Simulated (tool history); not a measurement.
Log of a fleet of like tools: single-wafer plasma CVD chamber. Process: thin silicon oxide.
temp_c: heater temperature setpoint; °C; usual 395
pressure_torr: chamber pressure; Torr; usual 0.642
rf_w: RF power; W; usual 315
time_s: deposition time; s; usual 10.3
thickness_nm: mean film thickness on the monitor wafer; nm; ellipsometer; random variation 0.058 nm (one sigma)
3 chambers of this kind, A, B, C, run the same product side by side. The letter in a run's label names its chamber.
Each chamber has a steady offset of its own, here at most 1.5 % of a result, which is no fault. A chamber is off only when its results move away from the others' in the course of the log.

| run | day | temp_c | pressure_torr | rf_w | time_s | read-back reference wafer on the same gauge, thickness_nm | thickness_nm |
|---|---|---|---|---|---|---|---|
| 1C | 0.108 | 395 | 0.642 | 315 | 10.3 | 15.983 | 15.475 |
| 2A | 0.208 | 395 | 0.642 | 315 | 10.3 | 16.008 | 15.490 |
| 3B | 0.358 | 395 | 0.642 | 315 | 10.3 | 15.992 | 15.283 |
| 4A | 0.517 | 395 | 0.642 | 315 | 10.3 | 16.010 | 15.527 |
| 5B | 0.700 | 395 | 0.642 | 315 | 10.3 | 16.012 | 15.163 |
| 6C | 0.808 | 395 | 0.642 | 315 | 10.3 | 15.999 | 15.328 |
| 7C | 0.950 | 395 | 0.642 | 315 | 10.3 | 16.013 | 15.328 |
| 8B | 1.075 | 395 | 0.642 | 315 | 10.3 | 15.989 | 15.281 |
| 9A | 1.254 | 395 | 0.642 | 315 | 10.3 | 16.007 | 15.566 |
| 10A | 1.433 | 395 | 0.642 | 315 | 10.3 | 15.993 | 15.569 |
| 11C | 1.583 | 395 | 0.642 | 315 | 10.3 | 15.988 | 15.487 |
| 12B | 1.733 | 395 | 0.502 | 315 | 10.3 | 16.003 | 11.550 |
| 13B | 1.925 | 395 | 0.502 | 315 | 10.3 | 15.999 | 11.464 |
| 14C | 2.029 | 395 | 0.502 | 315 | 10.3 | 16.003 | 11.733 |
| 15A | 2.133 | 395 | 0.642 | 315 | 10.3 | 15.995 | 15.484 |
| 16C | 2.279 | 381 | 0.642 | 275 | 10.3 | 15.997 | 14.784 |
| 17B | 2.383 | 381 | 0.642 | 275 | 10.3 | 16.003 | 14.334 |
| 18A | 2.488 | 381 | 0.642 | 275 | 10.3 | 16.018 | 14.858 |
| 19B | 2.638 | 382 | 0.642 | 315 | 10.3 | 16.004 | 15.118 |
| 20A | 2.792 | 382 | 0.642 | 315 | 10.3 | 16.005 | 15.591 |
| 21C | 2.929 | 382 | 0.642 | 315 | 10.3 | 15.988 | 15.555 |
| 22A | 3.096 | 395 | 0.642 | 315 | 10.3 | 16.004 | 15.474 |
| 23C | 3.238 | 395 | 0.642 | 315 | 10.3 | 16.000 | 15.391 |
| 24B | 3.396 | 395 | 0.642 | 315 | 10.3 | 15.996 | 14.662 |
| 25C | 3.496 | 395 | 0.642 | 315 | 10.3 | 15.994 | 15.403 |
| 26B | 3.638 | 395 | 0.642 | 315 | 10.3 | 16.012 | 14.743 |
| 27A | 3.733 | 395 | 0.642 | 315 | 10.3 | 15.995 | 15.663 |
| 28B | 3.888 | 395 | 0.642 | 315 | 10.3 | 15.998 | 14.626 |
|  | 3.917 | chamber C: capacitance manometer re-zeroed and calibrated |
| 29C | 3.992 | 385 | 0.642 | 315 | 8.4 | 15.995 | 12.715 |
| 30A | 4.125 | 385 | 0.642 | 315 | 8.4 | 16.001 | 12.746 |
| 31A | 4.296 | 385 | 0.642 | 315 | 8.4 | 15.999 | 12.731 |
| 32C | 4.438 | 395 | 0.642 | 315 | 10.3 | 15.998 | 15.376 |

All 3 chambers run these settings next. Forecast each chamber's results:
| 33A | 4.575 | 395 | 0.642 | 350 | 10.3 |  | ? |
| 33B | 4.575 | 395 | 0.642 | 350 | 10.3 |  | ? |
| 33C | 4.575 | 395 | 0.642 | 350 | 10.3 |  | ? |

| run | thickness_nm |
|---|---|
| 33A | 16.197 |
| 33B | 14.994 |
| 33C | 16.157 |

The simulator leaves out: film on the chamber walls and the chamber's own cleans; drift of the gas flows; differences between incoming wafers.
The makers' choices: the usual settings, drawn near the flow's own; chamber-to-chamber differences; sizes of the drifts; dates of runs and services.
